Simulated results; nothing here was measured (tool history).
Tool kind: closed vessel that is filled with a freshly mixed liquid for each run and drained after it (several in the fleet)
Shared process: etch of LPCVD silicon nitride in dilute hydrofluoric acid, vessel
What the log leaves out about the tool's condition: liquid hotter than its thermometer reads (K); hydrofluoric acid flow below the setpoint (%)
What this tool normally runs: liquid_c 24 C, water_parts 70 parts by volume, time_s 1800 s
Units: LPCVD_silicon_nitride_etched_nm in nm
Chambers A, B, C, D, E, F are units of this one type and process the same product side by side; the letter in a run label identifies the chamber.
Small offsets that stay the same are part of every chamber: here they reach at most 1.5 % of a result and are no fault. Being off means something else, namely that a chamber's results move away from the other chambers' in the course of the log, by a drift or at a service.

run   hour  liquid_c  water_parts  time_s  hours since the thermometer was replaced  hours since the hydrofluoric acid flow meter was replaced  read-back film thickness of the LPCVD silicon nitride reference wafer, read on the same gauge (nm)  LPCVD_silicon_nitride_etched_nm
       5.1  -- chamber A: thermometer replaced
 1E   11.6        24           70    1800                                    1541.8                                                     1196.7                                                                                              40.031                          12.7480
 2A   17.3        24           70    1800                                      12.3                                                      248.6                                                                                              39.990                          12.5610
 3D   28.0        24           70    1800                                     928.3                                                     1408.4                                                                                              39.995                          12.6710
 4C   39.2        24           70    1800                                     489.4                                                      761.1                                                                                              39.983                          12.6010
 5B   46.1        24           70    1800                                     570.8                                                     1152.3                                                                                              40.044                          12.6780
 6F   52.6        24           70    1800                                     805.3                                                     1399.1                                                                                              39.979                          12.7360
 7A   58.5        24           70    1800                                      53.5                                                      289.8                                                                                              40.000                          12.4600
 8D   65.3        24           70    1800                                     965.6                                                     1445.7                                                                                              40.027                          12.5630
 9F   76.9        24           70    1185                                     829.6                                                     1423.4                                                                                              40.052                           8.2910
10B   87.6        24           70    1185                                     612.3                                                     1193.8                                                                                              40.030                           8.2762
11E   93.1        24           70    1185                                    1623.3                                                     1278.2                                                                                              40.015                           8.2427
12C  100.8        24           70    1185                                     551.0                                                      822.7                                                                                              39.969                           8.2082
13C  107.1        24           70    1185                                     557.3                                                      829.0                                                                                              39.950                           8.2970
14B  114.9        24           70    1185                                     639.6                                                     1221.1                                                                                              39.984                           8.4532
15E  123.4        28           35    1800                                    1653.6                                                     1308.5                                                                                              39.992                          32.9830
16A  131.9        28           35    1800                                     126.9                                                      363.2                                                                                              40.073                          31.8900
     132.4  -- chamber F: thermometer replaced
17F  140.4        28           35    1800                                       8.0                                                     1486.9                                                                                              40.034                          32.2980
18D  145.8        28           35    1800                                    1046.1                                                     1526.2                                                                                              40.004                          32.3650
     150.1  -- chamber B: hydrofluoric acid flow meter replaced
19F  155.7        28           35    1800                                      23.3                                                     1502.2                                                                                              39.977                          32.4840
20C  166.8        28           35    1800                                     617.0                                                      888.7                                                                                              40.028                          31.8000
21E  175.5        24           50    1800                                    1705.7                                                     1360.6                                                                                              40.021                          17.6530
     180.0  -- chamber E: thermometer replaced
22B  183.2        24           50    1800                                     707.9                                                       33.1                                                                                              39.958                          17.7190
23D  188.5        24           50    1800                                    1088.8                                                     1568.9                                                                                              39.989                          17.5180
24A  199.1        24           50    1800                                     194.1                                                      430.4                                                                                              40.020                          17.1620
25F  210.4        24           50    1800                                      78.0                                                     1556.9                                                                                              39.981                          17.3750
26A  215.7        24           50    1800                                     210.7                                                      447.0                                                                                              39.992                          17.3800
27B  226.8        24           70    1800                                     751.5                                                       76.7                                                                                              39.982                          12.6570
28C  237.1        24           70    1800                                     687.3                                                      959.0                                                                                              39.972                          12.8300
29E  242.9        24           40    1405                                      62.9                                                     1428.0                                                                                              40.021                          16.7030
30D  249.1        24           40    1405                                    1149.4                                                     1629.5                                                                                              40.006                          16.9660
31A  254.4        24           40    1405                                     249.4                                                      485.7                                                                                              39.922                          16.9470
32C  262.9        24           40    1405                                     713.1                                                      984.8                                                                                              40.056                          17.1320
33B  269.5        24           40    1405                                     794.2                                                      119.4                                                                                              39.982                          17.4950
34F  279.8        24           40    1405                                     147.4                                                     1626.3                                                                                              40.003                          16.9780
35D  288.0        24           70    1800                                    1188.3                                                     1668.4                                                                                              40.001                          12.6810
36E  297.3        24           70    1800                                     117.3                                                     1482.4                                                                                              40.032                          11.7920
37F  306.8        24           70    1800                                     174.4                                                     1653.3                                                                                              39.937                          12.6400
38C  318.0        24           70    1800                                     768.2                                                     1039.9                                                                                              40.006                          12.5450

Next, every chamber runs the same settings. What will each give?
39A  326.5        24           70    1800                                                                                                                                                                                                                                         ?
39B  326.5        24           70    1800                                                                                                                                                                                                                                         ?
39C  326.5        24           70    1800                                                                                                                                                                                                                                         ?
39D  326.5        24           70    1800                                                                                                                                                                                                                                         ?
39E  326.5        24           70    1800                                                                                                                                                                                                                                         ?
39F  326.5        24           70    1800                                                                                                                                                                                                                                         ?

run  LPCVD_silicon_nitride_etched_nm
39A                          12.6390
39B                          12.8180
39C                          12.5830
39D                          12.4620
39E                          11.8520
39F                          12.6700
